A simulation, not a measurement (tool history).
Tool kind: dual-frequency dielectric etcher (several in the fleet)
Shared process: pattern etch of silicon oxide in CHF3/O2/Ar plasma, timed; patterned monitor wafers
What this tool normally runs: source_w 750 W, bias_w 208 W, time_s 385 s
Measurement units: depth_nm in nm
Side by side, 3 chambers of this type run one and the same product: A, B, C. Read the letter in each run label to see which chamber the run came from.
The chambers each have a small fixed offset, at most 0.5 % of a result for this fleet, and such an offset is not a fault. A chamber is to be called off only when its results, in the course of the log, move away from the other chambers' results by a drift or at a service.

run,hour,source_w,bias_w,time_s,"read-back reference wafer on the same gauge, depth_nm",depth_nm
1A,7.2,750,208,385,754.80,875.42
2B,12.1,750,208,385,755.11,866.69
3C,19.6,750,208,385,754.78,866.93
4C,25.4,750,208,385,754.84,869.68
5A,33.8,750,208,385,755.11,873.12
6B,43.6,750,208,385,754.92,869.62
# hour 49.5: chamber C: wet clean of the chamber
7A,53.8,750,208,385,755.09,865.40
8C,61.8,620,208,487,755.11,1025.90
9B,67.0,620,208,487,754.95,1021.60
10B,73.1,620,208,487,754.81,1016.90
# hour 74.1: chamber B: wet clean of the chamber
11C,81.0,750,208,385,754.67,865.74
12A,86.1,750,208,385,754.73,863.86
13C,90.8,750,208,385,755.19,864.95
14B,96.0,890,208,477,755.10,1147.10
15A,105.6,890,208,477,755.14,1137.30
16C,114.1,890,208,477,755.38,1144.20
17B,123.1,820,247,385,755.06,952.13
18A,127.8,820,247,385,754.77,944.04
19C,135.5,820,247,385,754.71,948.99
20A,142.9,750,208,385,754.56,859.88
21B,148.4,750,208,385,755.03,867.10
22C,156.9,750,167,456,754.72,958.23
23A,166.7,750,167,456,754.70,939.69
24B,175.2,750,167,456,755.14,953.36
25C,182.7,750,208,385,754.44,868.86
26B,189.7,750,208,385,754.96,865.29

Decide between three cases: one chamber stands off from its peers, the gauge reading all wafers drifts, or nothing is wrong past each chamber's small offset. Where a chamber is off, say which and what most likely put it there.

One chamber, A, drifts off from the rest bit by bit.
Most likely cause: etch rate under this chamber's usual, % = 2.68.

Here are 4 candidates for chamber A's next run, each the usual settings with a change, their results left as question marks. Which one brings its results back in line with what the others give on the usual settings?
A result is in line if it is within this distance of the other chambers' mean on the usual settings: depth_nm 6.90 nm
27A-1,197.0,750,208,392,,?
27A-2,197.0,730,203,385,,?
27A-3,197.0,750,232,385,,?
27A-4,197.0,740,206,372,,?

Average result of the remaining chambers running the usual settings: depth_nm 867.14 nm
run,depth_nm
27A-1,866.59
27A-2,835.42
27A-3,883.99
27A-4,815.49
The answer is 27A-1, which returns the chamber to within the allowed miss of the others.
